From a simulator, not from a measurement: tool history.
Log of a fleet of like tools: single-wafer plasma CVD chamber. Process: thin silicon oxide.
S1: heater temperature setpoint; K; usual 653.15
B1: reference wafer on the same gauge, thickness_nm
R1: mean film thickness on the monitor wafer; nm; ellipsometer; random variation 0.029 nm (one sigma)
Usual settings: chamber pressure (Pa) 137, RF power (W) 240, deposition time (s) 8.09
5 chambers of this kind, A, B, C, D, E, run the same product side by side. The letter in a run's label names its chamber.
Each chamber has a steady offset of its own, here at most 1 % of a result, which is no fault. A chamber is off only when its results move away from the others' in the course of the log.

{"run": "1A", "hour": 6.7, "S1": 653.15, "chamber pressure (Pa)": 137, "RF power (W)": 240, "deposition time (s)": 8.09, "B1": 16.491, "R1": 16.755}
{"run": "2B", "hour": 13.5, "S1": 653.15, "chamber pressure (Pa)": 137, "RF power (W)": 240, "deposition time (s)": 8.09, "B1": 16.492, "R1": 16.739}
{"run": "3C", "hour": 17.4, "S1": 653.15, "chamber pressure (Pa)": 137, "RF power (W)": 240, "deposition time (s)": 8.09, "B1": 16.484, "R1": 16.954}
{"run": "4D", "hour": 22.8, "S1": 653.15, "chamber pressure (Pa)": 137, "RF power (W)": 240, "deposition time (s)": 8.09, "B1": 16.496, "R1": 16.69}
{"hour": 26.6, "done": "chamber B: thermocouple changed; heater temperature recalibrated"}
{"run": "5E", "hour": 28.9, "S1": 653.15, "chamber pressure (Pa)": 137, "RF power (W)": 240, "deposition time (s)": 8.09, "B1": 16.485, "R1": 16.794}
{"run": "6C", "hour": 35.8, "S1": 653.15, "chamber pressure (Pa)": 137, "RF power (W)": 240, "deposition time (s)": 8.09, "B1": 16.489, "R1": 16.896}
{"run": "7B", "hour": 40.3, "S1": 653.15, "chamber pressure (Pa)": 137, "RF power (W)": 240, "deposition time (s)": 8.09, "B1": 16.473, "R1": 16.716}
{"run": "8E", "hour": 48.0, "S1": 653.15, "chamber pressure (Pa)": 137, "RF power (W)": 240, "deposition time (s)": 8.09, "B1": 16.477, "R1": 16.782}
{"run": "9D", "hour": 51.9, "S1": 653.15, "chamber pressure (Pa)": 137, "RF power (W)": 240, "deposition time (s)": 8.09, "B1": 16.474, "R1": 16.672}
{"run": "10A", "hour": 57.0, "S1": 653.15, "chamber pressure (Pa)": 107, "RF power (W)": 265, "deposition time (s)": 8.09, "B1": 16.471, "R1": 14.157}
{"hour": 60.0, "done": "chamber C: capacitance manometer re-zeroed and calibrated"}
{"run": "11C", "hour": 61.6, "S1": 653.15, "chamber pressure (Pa)": 107, "RF power (W)": 265, "deposition time (s)": 8.09, "B1": 16.471, "R1": 14.448}
{"run": "12B", "hour": 66.2, "S1": 653.15, "chamber pressure (Pa)": 107, "RF power (W)": 265, "deposition time (s)": 8.09, "B1": 16.464, "R1": 14.232}
{"run": "13A", "hour": 72.7, "S1": 653.15, "chamber pressure (Pa)": 107, "RF power (W)": 265, "deposition time (s)": 8.09, "B1": 16.46, "R1": 14.181}
{"run": "14E", "hour": 76.3, "S1": 653.15, "chamber pressure (Pa)": 107, "RF power (W)": 265, "deposition time (s)": 8.09, "B1": 16.462, "R1": 14.275}
{"hour": 79.2, "done": "chamber D: RF generator calibrated"}
{"run": "15D", "hour": 80.0, "S1": 653.15, "chamber pressure (Pa)": 137, "RF power (W)": 240, "deposition time (s)": 8.09, "B1": 16.463, "R1": 16.71}
{"run": "16A", "hour": 83.4, "S1": 653.15, "chamber pressure (Pa)": 137, "RF power (W)": 240, "deposition time (s)": 8.09, "B1": 16.452, "R1": 16.671}
{"run": "17D", "hour": 89.4, "S1": 653.15, "chamber pressure (Pa)": 137, "RF power (W)": 240, "deposition time (s)": 8.09, "B1": 16.454, "R1": 16.668}
{"run": "18E", "hour": 94.0, "S1": 653.15, "chamber pressure (Pa)": 137, "RF power (W)": 240, "deposition time (s)": 8.09, "B1": 16.445, "R1": 16.735}
{"hour": 96.4, "done": "chamber A: RF generator calibrated"}
{"run": "19C", "hour": 100.4, "S1": 653.15, "chamber pressure (Pa)": 137, "RF power (W)": 240, "deposition time (s)": 8.09, "B1": 16.443, "R1": 16.856}
{"run": "20B", "hour": 104.2, "S1": 653.15, "chamber pressure (Pa)": 137, "RF power (W)": 200, "deposition time (s)": 8.09, "B1": 16.447, "R1": 15.287}
{"hour": 104.6, "done": "chamber A: thermocouple changed; heater temperature recalibrated"}
{"run": "21A", "hour": 108.8, "S1": 653.15, "chamber pressure (Pa)": 137, "RF power (W)": 200, "deposition time (s)": 8.09, "B1": 16.446, "R1": 15.305}
{"run": "22C", "hour": 113.9, "S1": 653.15, "chamber pressure (Pa)": 137, "RF power (W)": 200, "deposition time (s)": 8.09, "B1": 16.438, "R1": 15.459}
{"run": "23B", "hour": 117.9, "S1": 653.15, "chamber pressure (Pa)": 137, "RF power (W)": 200, "deposition time (s)": 8.09, "B1": 16.44, "R1": 15.29}
{"run": "24D", "hour": 124.7, "S1": 653.15, "chamber pressure (Pa)": 137, "RF power (W)": 200, "deposition time (s)": 8.09, "B1": 16.431, "R1": 15.18}
{"run": "25E", "hour": 130.5, "S1": 653.15, "chamber pressure (Pa)": 137, "RF power (W)": 240, "deposition time (s)": 8.09, "B1": 16.433, "R1": 16.731}
{"run": "26D", "hour": 136.8, "S1": 666.15, "chamber pressure (Pa)": 137, "RF power (W)": 240, "deposition time (s)": 9.36, "B1": 16.433, "R1": 19.065}
{"run": "27E", "hour": 143.6, "S1": 666.15, "chamber pressure (Pa)": 137, "RF power (W)": 240, "deposition time (s)": 9.36, "B1": 16.421, "R1": 19.192}
{"run": "28A", "hour": 148.3, "S1": 666.15, "chamber pressure (Pa)": 137, "RF power (W)": 240, "deposition time (s)": 9.36, "B1": 16.418, "R1": 19.004}
{"run": "29C", "hour": 152.3, "S1": 666.15, "chamber pressure (Pa)": 137, "RF power (W)": 240, "deposition time (s)": 9.36, "B1": 16.424, "R1": 19.312}
{"run": "30B", "hour": 156.9, "S1": 666.15, "chamber pressure (Pa)": 137, "RF power (W)": 240, "deposition time (s)": 9.36, "B1": 16.417, "R1": 19.117}
{"run": "31A", "hour": 160.4, "S1": 653.15, "chamber pressure (Pa)": 137, "RF power (W)": 240, "deposition time (s)": 8.09, "B1": 16.41, "R1": 16.633}
{"run": "32D", "hour": 167.6, "S1": 653.15, "chamber pressure (Pa)": 137, "RF power (W)": 240, "deposition time (s)": 8.09, "B1": 16.415, "R1": 16.632}
{"run": "33C", "hour": 171.4, "S1": 653.15, "chamber pressure (Pa)": 137, "RF power (W)": 240, "deposition time (s)": 8.09, "B1": 16.413, "R1": 16.759}
{"run": "34B", "hour": 175.8, "S1": 653.15, "chamber pressure (Pa)": 137, "RF power (W)": 240, "deposition time (s)": 8.09, "B1": 16.41, "R1": 16.656}
{"run": "35E", "hour": 182.7, "S1": 653.15, "chamber pressure (Pa)": 137, "RF power (W)": 240, "deposition time (s)": 8.09, "B1": 16.405, "R1": 16.709}
{"run": "36E", "hour": 189.3, "S1": 653.15, "chamber pressure (Pa)": 137, "RF power (W)": 240, "deposition time (s)": 8.09, "B1": 16.395, "R1": 16.692}
{"run": "37B", "hour": 195.2, "S1": 653.15, "chamber pressure (Pa)": 137, "RF power (W)": 240, "deposition time (s)": 8.09, "B1": 16.397, "R1": 16.633}
{"run": "38C", "hour": 200.5, "S1": 653.15, "chamber pressure (Pa)": 137, "RF power (W)": 240, "deposition time (s)": 8.09, "B1": 16.397, "R1": 16.831}
{"run": "39A", "hour": 205.3, "S1": 653.15, "chamber pressure (Pa)": 137, "RF power (W)": 240, "deposition time (s)": 8.09, "B1": 16.39, "R1": 16.575}
{"run": "40D", "hour": 208.8, "S1": 653.15, "chamber pressure (Pa)": 137, "RF power (W)": 240, "deposition time (s)": 8.09, "B1": 16.387, "R1": 16.584}

All 5 chambers run these settings next. Forecast each chamber's results:
{"run": "41A", "hour": 214.2, "S1": 653.15, "chamber pressure (Pa)": 137, "RF power (W)": 240, "deposition time (s)": 8.09, "R1": "?"}
{"run": "41B", "hour": 214.2, "S1": 653.15, "chamber pressure (Pa)": 137, "RF power (W)": 240, "deposition time (s)": 8.09, "R1": "?"}
{"run": "41C", "hour": 214.2, "S1": 653.15, "chamber pressure (Pa)": 137, "RF power (W)": 240, "deposition time (s)": 8.09, "R1": "?"}
{"run": "41D", "hour": 214.2, "S1": 653.15, "chamber pressure (Pa)": 137, "RF power (W)": 240, "deposition time (s)": 8.09, "R1": "?"}
{"run": "41E", "hour": 214.2, "S1": 653.15, "chamber pressure (Pa)": 137, "RF power (W)": 240, "deposition time (s)": 8.09, "R1": "?"}

run=41A R1=16.536
run=41B R1=16.604
run=41C R1=16.802
run=41D R1=16.578
run=41E R1=16.674
